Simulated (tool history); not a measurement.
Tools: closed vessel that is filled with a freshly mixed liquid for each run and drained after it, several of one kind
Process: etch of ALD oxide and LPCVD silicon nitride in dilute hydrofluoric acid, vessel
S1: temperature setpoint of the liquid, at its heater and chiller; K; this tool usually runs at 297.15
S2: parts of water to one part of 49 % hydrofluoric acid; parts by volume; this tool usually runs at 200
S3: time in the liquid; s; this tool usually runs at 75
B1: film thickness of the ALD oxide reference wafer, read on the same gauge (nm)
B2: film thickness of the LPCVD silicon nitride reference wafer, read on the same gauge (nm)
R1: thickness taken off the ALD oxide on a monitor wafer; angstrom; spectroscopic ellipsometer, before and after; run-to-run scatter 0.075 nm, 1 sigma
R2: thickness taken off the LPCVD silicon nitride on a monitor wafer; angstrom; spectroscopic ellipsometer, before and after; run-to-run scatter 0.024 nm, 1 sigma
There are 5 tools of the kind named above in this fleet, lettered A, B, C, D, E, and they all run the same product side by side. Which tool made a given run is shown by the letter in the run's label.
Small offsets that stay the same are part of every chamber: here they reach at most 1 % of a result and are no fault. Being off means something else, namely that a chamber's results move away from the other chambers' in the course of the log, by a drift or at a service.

run,hour,S1,S2,S3,B1,B2,R1,R2
1D,9.5,297.15,200,75,59.998,119.97,85.455,1.7187
2C,14.4,297.15,200,75,60.011,120.01,84.575,1.8133
3E,24.7,297.15,200,75,59.984,120,87.536,1.6699
4B,33.2,297.15,200,75,60.007,120.01,84.963,1.7635
5A,40.3,297.15,200,75,59.998,120.01,85.011,1.7856
6D,50.7,297.15,200,75,60.003,119.99,84.94,2.2288
7B,57.1,297.15,200,75,59.99,119.99,83.955,1.9324
8C,63.8,297.15,200,35,60.018,119.97,39.147,0.86253
9E,69.1,297.15,200,35,59.978,119.98,40.281,0.71576
# hour 70.6: chamber E: hydrofluoric acid flow meter replaced
10A,78.6,297.15,200,35,60.024,120.02,39.116,0.81679
11D,86.9,297.15,200,35,59.995,120,39.124,0.86651
12E,94.5,297.15,200,35,59.991,120.01,39.945,1.0337
13C,103.2,297.15,200,75,60.011,120.02,85.524,1.9863
14B,108.9,297.15,200,75,60.016,119.98,83.936,1.6802
15A,118.4,297.15,200,75,60.007,120.01,84.221,1.7206
16E,123.8,299.65,275,75,60.021,120.02,62.879,1.7178
17B,132,299.65,275,75,59.999,120.01,62.274,1.78
18A,140.3,299.65,275,75,60.018,120,61.495,1.4701
19D,147.6,299.65,275,75,60.021,120.01,61.443,1.4351
# hour 153: chamber B: hydrofluoric acid flow meter replaced
20C,153.5,299.65,275,75,59.993,120.02,61.908,1.4593
21D,162.1,297.15,200,75,60.003,120,85.519,2.2375
22E,172.1,297.15,200,75,60.003,119.99,86.527,1.7621
23A,183.7,297.15,200,75,60.006,120.03,81.906,1.8757
24B,192.3,297.15,265,115,60.005,120.01,92.118,2.521
25C,198.7,297.15,265,115,59.994,120.01,90.237,1.8453
26A,207.7,297.15,265,115,60.014,120.01,87.791,2.3285
27C,213.6,297.15,265,115,60.004,120.03,91.659,2.3007
28E,224.4,297.15,265,115,60,120.02,93.092,2.3666
29D,231.3,297.15,110,55,60.025,120,126.58,2.5782
30B,236.5,297.15,110,55,59.996,119.97,122.91,2.1447
31C,247.3,297.15,110,55,59.982,119.99,124.88,2.1631
32D,257.9,297.15,110,55,59.998,119.99,126.26,2.643
33E,265.3,297.15,110,55,59.996,119.99,126.05,2.937
34A,272.8,297.15,200,75,59.992,119.99,79.947,1.512
35B,282.9,297.15,200,75,59.998,120.01,83.148,1.8441
36A,288.1,297.15,200,75,60.01,120.03,78.498,1.4617
37E,295.7,297.15,200,75,59.99,120.04,86.277,2.3404
38D,303.2,297.15,200,75,59.992,120.01,84.97,1.7802
39B,313.6,297.15,200,75,60,120.03,83.799,1.6997
40C,324.1,297.15,200,75,60.011,120.05,84.837,2.1301
41E,331.6,297.15,200,75,59.997,120.01,85.243,1.998

Is one chamber out of step, is the gauge drifting, or do the chambers differ by no more than their own small offsets? For an off chamber, give its letter and the likeliest cause.

One chamber, A, drifts off from the rest bit by bit.
Cause: hydrofluoric acid flow below the setpoint (%) = 7.83.

Below are 4 candidate recipes for chamber A's next run, each the usual settings with a change, their results shown as question marks. Which of them brings A's results back in line with what the other chambers give on the usual settings?
A result is in line if it is within this distance of the other chambers' mean on the usual settings: R1 2.6 angstrom; R2 0.83 angstrom
42A-1,339.9,297.15,195,80,,,?,?
42A-2,339.9,296.65,210,70,,,?,?
42A-3,339.9,297.15,205,70,,,?,?
42A-4,339.9,297.65,190,80,,,?,?

Average result of the remaining chambers running the usual settings: R1 84.737 angstrom; R2 1.8931 angstrom
run,R1,R2
42A-1,85.774,1.778
42A-2,67.387,1.4034
42A-3,70.642,1.4816
42A-4,90.102,1.8807
With 42A-1, the chamber falls back in line with the rest.
